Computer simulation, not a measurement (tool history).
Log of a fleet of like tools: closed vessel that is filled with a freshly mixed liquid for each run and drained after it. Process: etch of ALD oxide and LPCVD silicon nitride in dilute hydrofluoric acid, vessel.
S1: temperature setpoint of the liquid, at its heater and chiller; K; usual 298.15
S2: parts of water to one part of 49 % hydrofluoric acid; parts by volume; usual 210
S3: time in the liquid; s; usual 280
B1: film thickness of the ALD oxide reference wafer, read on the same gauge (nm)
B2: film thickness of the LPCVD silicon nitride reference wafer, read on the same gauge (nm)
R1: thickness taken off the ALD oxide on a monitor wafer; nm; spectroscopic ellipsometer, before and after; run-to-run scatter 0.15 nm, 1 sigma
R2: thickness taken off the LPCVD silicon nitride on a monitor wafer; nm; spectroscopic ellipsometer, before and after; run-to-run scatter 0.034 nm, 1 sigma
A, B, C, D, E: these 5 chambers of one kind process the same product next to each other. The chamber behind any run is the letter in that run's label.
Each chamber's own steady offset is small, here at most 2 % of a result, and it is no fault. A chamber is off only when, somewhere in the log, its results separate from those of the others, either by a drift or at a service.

run	day	S1	S2	S3	B1	B2	R1	R2
1A	0.104	298.15	210	280	70.023	119.99	18.881	0.6858
2D	0.3	298.15	210	280	70.004	120.05	19.305	0.6611
3C	0.488	298.15	210	280	70.003	120	18.952	0.62553
4B	0.679	298.15	210	280	70.007	120.05	18.959	0.72318
5E	0.838	298.15	210	280	70.005	120.05	19.086	0.65745
6C	0.929	298.15	210	280	69.997	120	19.099	0.65145
7E	1.025	302.65	210	340	69.995	119.99	27.218	1.014
8B	1.154	302.65	210	340	70.008	120.02	26.892	0.99746
9A	1.338	302.65	210	340	69.998	119.96	26.894	1.0248
10D	1.492	302.65	210	340	70.003	120.05	27.184	1.001
11A	1.604	302.65	210	340	70.003	119.99	26.971	1.0549
12B	1.738	298.15	210	365	69.996	119.99	24.679	0.84907
13D	1.929	298.15	210	365	69.998	119.96	25.385	0.86373
14E	2.025	298.15	210	365	70.015	120.01	24.792	0.85096
15C	2.129	298.15	210	365	69.997	120	24.456	0.83848
16D	2.304	298.15	210	365	69.996	119.99	25.405	0.86416
17A	2.396	298.15	210	280	70.001	120.02	19.031	0.61904
18B	2.538	300.15	210	445	70.021	120.03	32.443	1.1866
19C	2.646	300.15	210	445	69.985	119.96	32.318	1.2008
20E	2.758	300.15	210	445	70.001	119.98	32.546	1.0685
21B	2.954	300.15	210	445	70.003	120	32.239	1.1802
22A	3.092	300.15	210	445	70.01	119.97	32.518	1.2134
23E	3.2	298.15	210	280	69.981	120.03	19.225	0.63293
24D	3.383	298.15	210	280	70.026	119.99	20.163	0.68789
25C	3.533	298.15	210	280	70.017	120.04	18.94	0.6458
26A	3.683	298.15	210	280	69.983	120	18.941	0.63787
27B	3.796	298.15	210	280	69.983	120.01	18.857	0.65443
28C	3.996	296.65	305	280	70.01	119.98	11.156	0.46522
29E	4.167	296.65	305	280	70.008	120.02	11.274	0.42913
30D	4.304	296.65	305	280	70.01	119.99	11.96	0.46685
31B	4.462	296.65	305	280	70.001	119.97	11.299	0.37321
32D	4.6	296.65	305	280	69.996	119.93	11.956	0.47107
33E	4.754	298.15	210	280	69.971	120.01	19.407	0.72011

Has any chamber moved away from the others, gradually or after a service, or does the common gauge drift, or do the chambers differ only by their own small steady offsets? State the chamber and the most likely cause if one applies.

It is chamber D that slowly wanders off from its peers.
Cause: liquid hotter than its thermometer reads (K) = 1.57.

Chamber D could run next with any of the 4 candidate recipes listed below; each alters the usual settings, and their results appear as question marks. Which one brings its results back in line with what the other chambers deliver on the usual settings?
To be in line, a result may differ from the other chambers' mean on the usual settings by at most: R1 0.53 nm; R2 0.12 nm
34D-1	4.896	299.15	215	300			?	?
34D-2	4.896	297.65	205	275			?	?
34D-3	4.896	296.65	200	260			?	?
34D-4	4.896	298.15	210	285			?	?

Usual-settings mean across the other chambers: R1 18.958 nm; R2 0.66285 nm
run	R1	R2
34D-1	21.957	0.79636
34D-2	20.212	0.6972
34D-3	18.973	0.63382
34D-4	20.716	0.72809
Change 34D-3 lands the chamber within the allowed miss of the other chambers.
